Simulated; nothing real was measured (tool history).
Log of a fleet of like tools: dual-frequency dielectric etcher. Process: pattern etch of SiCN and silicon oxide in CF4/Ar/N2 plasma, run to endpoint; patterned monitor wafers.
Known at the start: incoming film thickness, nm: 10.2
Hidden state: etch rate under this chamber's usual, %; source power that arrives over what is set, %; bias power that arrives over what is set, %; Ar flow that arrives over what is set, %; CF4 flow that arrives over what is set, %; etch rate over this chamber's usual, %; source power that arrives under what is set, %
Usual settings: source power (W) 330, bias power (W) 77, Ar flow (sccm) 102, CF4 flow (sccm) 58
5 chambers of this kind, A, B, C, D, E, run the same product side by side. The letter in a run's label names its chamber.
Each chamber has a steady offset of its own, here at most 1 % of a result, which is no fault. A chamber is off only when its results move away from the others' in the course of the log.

| run | hour | source power (W) | bias power (W) | Ar flow (sccm) | CF4 flow (sccm) | hours since the last wet clean | hours since the last source power generator calibration | hours since the last bias power generator calibration | hours since the last Ar flow controller change | hours since the last CF4 flow controller change | endpoint time (s) |
|---|---|---|---|---|---|---|---|---|---|---|---|
| 1C | 4.1 | 330 | 77 | 102 | 58 | 256.5 | 193.4 | 1534.4 | 4380.5 | 1534.6 | 15.723 |
| 2D | 6.8 | 330 | 77 | 102 | 58 | 101.9 | 828.5 | 130.2 | 2412.3 | 1957.5 | 15.622 |
| 3E | 10.2 | 330 | 77 | 102 | 58 | 310.2 | 3606.8 | 525.8 | 876.4 | 1967.8 | 15.921 |
|  | 13.5 | chamber E: wet clean of the chamber |
| 4A | 15.4 | 330 | 77 | 102 | 58 | 485.8 | 3006.3 | 440.7 | 200 | 1763 | 15.595 |
| 5B | 19.2 | 330 | 77 | 102 | 58 | 190.3 | 1994.2 | 2517.7 | 2212.7 | 53.9 | 15.606 |
| 6E | 21.6 | 330 | 77 | 102 | 52 | 8.1 | 3618.2 | 537.2 | 887.8 | 1979.2 | 16.146 |
| 7C | 24.7 | 330 | 77 | 102 | 52 | 277.1 | 214 | 1555 | 4401.1 | 1555.2 | 15.905 |
| 8B | 27.8 | 330 | 77 | 102 | 52 | 198.9 | 2002.8 | 2526.3 | 2221.3 | 62.5 | 15.898 |
| 9D | 32.3 | 330 | 77 | 102 | 52 | 127.4 | 854 | 155.7 | 2437.8 | 1983 | 16.008 |
| 10A | 37.2 | 330 | 77 | 102 | 52 | 507.6 | 3028.1 | 462.5 | 221.8 | 1784.8 | 15.944 |
| 11C | 40.8 | 330 | 77 | 102 | 58 | 293.2 | 230.1 | 1571.1 | 4417.2 | 1571.3 | 15.761 |
| 12E | 44.8 | 330 | 77 | 102 | 58 | 31.3 | 3641.4 | 560.4 | 911 | 2002.4 | 15.895 |
| 13B | 48.4 | 330 | 77 | 102 | 58 | 219.5 | 2023.4 | 2546.9 | 2241.9 | 83.1 | 15.601 |
| 14D | 51.9 | 330 | 77 | 102 | 58 | 147 | 873.6 | 175.3 | 2457.4 | 2002.6 | 15.726 |
| 15A | 56.4 | 250 | 77 | 102 | 58 | 526.8 | 3047.3 | 481.7 | 241 | 1804 | 19.861 |
| 16E | 60.5 | 250 | 77 | 102 | 58 | 47 | 3657.1 | 576.1 | 926.7 | 2018.1 | 20.204 |
| 17C | 65.5 | 250 | 77 | 102 | 58 | 317.9 | 254.8 | 1595.8 | 4441.9 | 1596 | 19.91 |
| 18D | 70.1 | 250 | 77 | 102 | 58 | 165.2 | 891.8 | 193.5 | 2475.6 | 2020.8 | 20.299 |
| 19A | 72.8 | 250 | 77 | 102 | 58 | 543.2 | 3063.7 | 498.1 | 257.4 | 1820.4 | 19.837 |
| 20B | 75.7 | 330 | 77 | 102 | 58 | 246.8 | 2050.7 | 2574.2 | 2269.2 | 110.4 | 15.68 |
| 21D | 79.9 | 330 | 77 | 102 | 58 | 175 | 901.6 | 203.3 | 2485.4 | 2030.6 | 15.758 |
| 22A | 83.3 | 330 | 77 | 102 | 58 | 553.7 | 3074.2 | 508.6 | 267.9 | 1830.9 | 15.563 |
| 23C | 87.1 | 330 | 77 | 102 | 58 | 339.5 | 276.4 | 1617.4 | 4463.5 | 1617.6 | 15.796 |
| 24B | 90.8 | 330 | 77 | 102 | 58 | 261.9 | 2065.8 | 2589.3 | 2284.3 | 125.5 | 15.594 |
| 25E | 94.7 | 330 | 77 | 102 | 58 | 81.2 | 3691.3 | 610.3 | 960.9 | 2052.3 | 15.887 |
| 26A | 99.6 | 330 | 77 | 102 | 58 | 570 | 3090.5 | 524.9 | 284.2 | 1847.2 | 15.614 |
| 27B | 102.8 | 330 | 77 | 102 | 58 | 273.9 | 2077.8 | 2601.3 | 2296.3 | 137.5 | 15.522 |
| 28E | 107.7 | 330 | 77 | 102 | 58 | 94.2 | 3704.3 | 623.3 | 973.9 | 2065.3 | 15.766 |
| 29D | 111.7 | 330 | 77 | 102 | 58 | 206.8 | 933.4 | 235.1 | 2517.2 | 2062.4 | 15.812 |
| 30C | 117 | 330 | 77 | 102 | 58 | 369.4 | 306.3 | 1647.3 | 4493.4 | 1647.5 | 15.733 |
| 31A | 122 | 330 | 77 | 102 | 58 | 592.4 | 3112.9 | 547.3 | 306.6 | 1869.6 | 15.605 |
| 32C | 126.9 | 330 | 77 | 102 | 58 | 379.3 | 316.2 | 1657.2 | 4503.3 | 1657.4 | 15.748 |
| 33D | 129.8 | 330 | 77 | 102 | 58 | 224.9 | 951.5 | 253.2 | 2535.3 | 2080.5 | 16.053 |
| 34E | 132.7 | 330 | 77 | 102 | 58 | 119.2 | 3729.3 | 648.3 | 998.9 | 2090.3 | 15.87 |

Is one chamber off against the others, does the gauge drift, or is nothing wrong? If a chamber is off, say which, and what the likeliest cause is.

Chamber D drifts away from the others.
Cause: etch rate under this chamber's usual, % = 2.18.
The log may not tell that from: source power that arrives under what is set, %; bias power that arrives under what is set, %.

Here are 4 candidates for chamber D's next run, each the usual settings with a change, their results left as question marks. Which one brings its results back in line with what the others give on the usual settings?
In line means no further than this from the other chambers' mean on the usual settings: endpoint time (s) 0.22
| 35D-1 | 136.5 | 330 | 77 | 118 | 49 |  |  |  |  |  | ? |
| 35D-2 | 136.5 | 330 | 74 | 104 | 57 |  |  |  |  |  | ? |
| 35D-3 | 136.5 | 330 | 80 | 100 | 58 |  |  |  |  |  | ? |
| 35D-4 | 136.5 | 330 | 86 | 102 | 58 |  |  |  |  |  | ? |

The other chambers' mean on the usual settings: endpoint time (s) 15.704
| run | endpoint time (s) |
|---|---|
| 35D-1 | 16.76 |
| 35D-2 | 16.31 |
| 35D-3 | 15.722 |
| 35D-4 | 15.351 |
35D-3 brings the chamber back in line.
